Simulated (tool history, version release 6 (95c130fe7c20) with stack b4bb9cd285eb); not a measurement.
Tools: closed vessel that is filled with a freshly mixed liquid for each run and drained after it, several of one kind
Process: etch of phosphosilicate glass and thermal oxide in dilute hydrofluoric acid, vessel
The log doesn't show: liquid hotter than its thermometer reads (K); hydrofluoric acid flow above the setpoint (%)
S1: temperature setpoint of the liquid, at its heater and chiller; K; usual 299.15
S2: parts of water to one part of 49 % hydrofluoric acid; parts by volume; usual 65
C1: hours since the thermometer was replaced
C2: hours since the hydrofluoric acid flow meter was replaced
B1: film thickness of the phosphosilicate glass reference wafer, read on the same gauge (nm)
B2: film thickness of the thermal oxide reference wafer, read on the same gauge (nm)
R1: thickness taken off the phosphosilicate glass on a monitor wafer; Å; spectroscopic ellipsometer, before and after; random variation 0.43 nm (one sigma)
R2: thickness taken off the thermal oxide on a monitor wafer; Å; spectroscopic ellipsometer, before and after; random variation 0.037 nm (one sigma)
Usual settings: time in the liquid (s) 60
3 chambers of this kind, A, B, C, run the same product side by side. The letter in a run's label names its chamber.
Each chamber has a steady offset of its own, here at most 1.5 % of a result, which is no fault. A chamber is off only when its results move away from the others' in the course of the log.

{"run": "1A", "hour": 8.9, "S1": 299.15, "S2": 65, "time in the liquid (s)": 60, "C1": 623.9, "C2": 334.0, "B1": 90.013, "B2": 90.006, "R1": 968.01, "R2": 47.24}
{"run": "2B", "hour": 19.3, "S1": 299.15, "S2": 65, "time in the liquid (s)": 60, "C1": 558.8, "C2": 382.3, "B1": 89.998, "B2": 89.995, "R1": 963.05, "R2": 47.803}
{"run": "3C", "hour": 30.7, "S1": 299.15, "S2": 65, "time in the liquid (s)": 60, "C1": 1063.6, "C2": 1254.6, "B1": 89.998, "B2": 89.999, "R1": 968.53, "R2": 48.333}
{"run": "4B", "hour": 40.0, "S1": 299.15, "S2": 65, "time in the liquid (s)": 60, "C1": 579.5, "C2": 403.0, "B1": 89.967, "B2": 89.998, "R1": 957.55, "R2": 48.164}
{"run": "5C", "hour": 46.9, "S1": 299.15, "S2": 65, "time in the liquid (s)": 60, "C1": 1079.8, "C2": 1270.8, "B1": 89.991, "B2": 90.003, "R1": 968.24, "R2": 47.725}
{"run": "6A", "hour": 58.4, "S1": 299.15, "S2": 55, "time in the liquid (s)": 60, "C1": 673.4, "C2": 383.5, "B1": 90.021, "B2": 89.986, "R1": 1170.7, "R2": 57.611}
{"hour": 63.6, "done": "chamber B: hydrofluoric acid flow meter replaced"}
{"run": "7A", "hour": 65.4, "S1": 299.15, "S2": 55, "time in the liquid (s)": 60, "C1": 680.4, "C2": 390.5, "B1": 90.011, "B2": 89.995, "R1": 1158.1, "R2": 57.98}
{"run": "8B", "hour": 71.8, "S1": 299.15, "S2": 55, "time in the liquid (s)": 60, "C1": 611.3, "C2": 8.2, "B1": 90.01, "B2": 90.01, "R1": 1143.6, "R2": 58.111}
{"run": "9C", "hour": 86.0, "S1": 299.15, "S2": 65, "time in the liquid (s)": 60, "C1": 1118.9, "C2": 1309.9, "B1": 90.03, "B2": 90.003, "R1": 965.0, "R2": 48.194}
{"run": "10A", "hour": 98.9, "S1": 299.15, "S2": 65, "time in the liquid (s)": 60, "C1": 713.9, "C2": 424.0, "B1": 89.996, "B2": 90.023, "R1": 975.53, "R2": 48.215}
{"run": "11B", "hour": 113.0, "S1": 299.15, "S2": 65, "time in the liquid (s)": 60, "C1": 652.5, "C2": 49.4, "B1": 89.996, "B2": 90.022, "R1": 956.94, "R2": 48.405}
{"run": "12C", "hour": 119.4, "S1": 299.15, "S2": 65, "time in the liquid (s)": 60, "C1": 1152.3, "C2": 1343.3, "B1": 90.034, "B2": 90.024, "R1": 969.75, "R2": 48.447}
{"run": "13C", "hour": 128.7, "S1": 299.15, "S2": 65, "time in the liquid (s)": 60, "C1": 1161.6, "C2": 1352.6, "B1": 90.001, "B2": 90.007, "R1": 968.14, "R2": 47.493}
{"run": "14B", "hour": 135.4, "S1": 299.15, "S2": 65, "time in the liquid (s)": 60, "C1": 674.9, "C2": 71.8, "B1": 89.995, "B2": 89.992, "R1": 955.41, "R2": 48.89}
{"run": "15A", "hour": 145.2, "S1": 299.15, "S2": 65, "time in the liquid (s)": 60, "C1": 760.2, "C2": 470.3, "B1": 90.025, "B2": 89.965, "R1": 974.71, "R2": 47.263}
{"run": "16C", "hour": 159.5, "S1": 299.15, "S2": 65, "time in the liquid (s)": 60, "C1": 1192.4, "C2": 1383.4, "B1": 89.997, "B2": 89.979, "R1": 967.76, "R2": 47.588}
{"run": "17B", "hour": 174.1, "S1": 299.15, "S2": 65, "time in the liquid (s)": 60, "C1": 713.6, "C2": 110.5, "B1": 90.027, "B2": 90.0, "R1": 953.38, "R2": 48.303}
{"run": "18A", "hour": 181.3, "S1": 299.15, "S2": 65, "time in the liquid (s)": 60, "C1": 796.3, "C2": 506.4, "B1": 89.978, "B2": 90.011, "R1": 968.48, "R2": 47.62}
{"run": "19B", "hour": 195.2, "S1": 299.15, "S2": 65, "time in the liquid (s)": 60, "C1": 734.7, "C2": 131.6, "B1": 89.99, "B2": 90.005, "R1": 958.7, "R2": 48.336}
{"run": "20C", "hour": 203.8, "S1": 299.15, "S2": 65, "time in the liquid (s)": 60, "C1": 1236.7, "C2": 1427.7, "B1": 89.942, "B2": 90.001, "R1": 973.88, "R2": 48.088}
{"run": "21A", "hour": 214.6, "S1": 299.15, "S2": 65, "time in the liquid (s)": 60, "C1": 829.6, "C2": 539.7, "B1": 89.991, "B2": 89.989, "R1": 976.8, "R2": 47.202}
{"run": "22C", "hour": 221.2, "S1": 299.15, "S2": 65, "time in the liquid (s)": 60, "C1": 1254.1, "C2": 1445.1, "B1": 90.005, "B2": 90.007, "R1": 971.82, "R2": 48.59}
{"run": "23A", "hour": 231.5, "S1": 299.15, "S2": 65, "time in the liquid (s)": 60, "C1": 846.5, "C2": 556.6, "B1": 89.989, "B2": 90.018, "R1": 968.13, "R2": 48.222}
{"run": "24B", "hour": 238.2, "S1": 299.15, "S2": 65, "time in the liquid (s)": 60, "C1": 777.7, "C2": 174.6, "B1": 89.976, "B2": 90.014, "R1": 963.31, "R2": 48.96}
{"run": "25A", "hour": 245.6, "S1": 296.15, "S2": 80, "time in the liquid (s)": 60, "C1": 860.6, "C2": 570.7, "B1": 90.029, "B2": 89.995, "R1": 682.36, "R2": 33.286}
{"run": "26C", "hour": 257.0, "S1": 296.15, "S2": 80, "time in the liquid (s)": 60, "C1": 1289.9, "C2": 1480.9, "B1": 90.027, "B2": 90.007, "R1": 685.07, "R2": 33.547}
{"run": "27B", "hour": 270.4, "S1": 296.15, "S2": 80, "time in the liquid (s)": 60, "C1": 809.9, "C2": 206.8, "B1": 89.952, "B2": 90.011, "R1": 681.04, "R2": 34.554}
{"run": "28A", "hour": 279.5, "S1": 299.15, "S2": 65, "time in the liquid (s)": 60, "C1": 894.5, "C2": 604.6, "B1": 90.006, "B2": 90.008, "R1": 969.88, "R2": 48.015}
{"run": "29B", "hour": 291.4, "S1": 299.15, "S2": 65, "time in the liquid (s)": 60, "C1": 830.9, "C2": 227.8, "B1": 90.03, "B2": 90.029, "R1": 956.76, "R2": 48.381}

Next, every chamber runs the same settings. What will each give?
{"run": "30A", "hour": 301.9, "S1": 299.15, "S2": 65, "time in the liquid (s)": 60, "R1": "?", "R2": "?"}
{"run": "30B", "hour": 301.9, "S1": 299.15, "S2": 65, "time in the liquid (s)": 60, "R1": "?", "R2": "?"}
{"run": "30C", "hour": 301.9, "S1": 299.15, "S2": 65, "time in the liquid (s)": 60, "R1": "?", "R2": "?"}

run=30A R1=972.16 R2=47.738
run=30B R1=955.54 R2=47.588
run=30C R1=973.18 R2=48.059
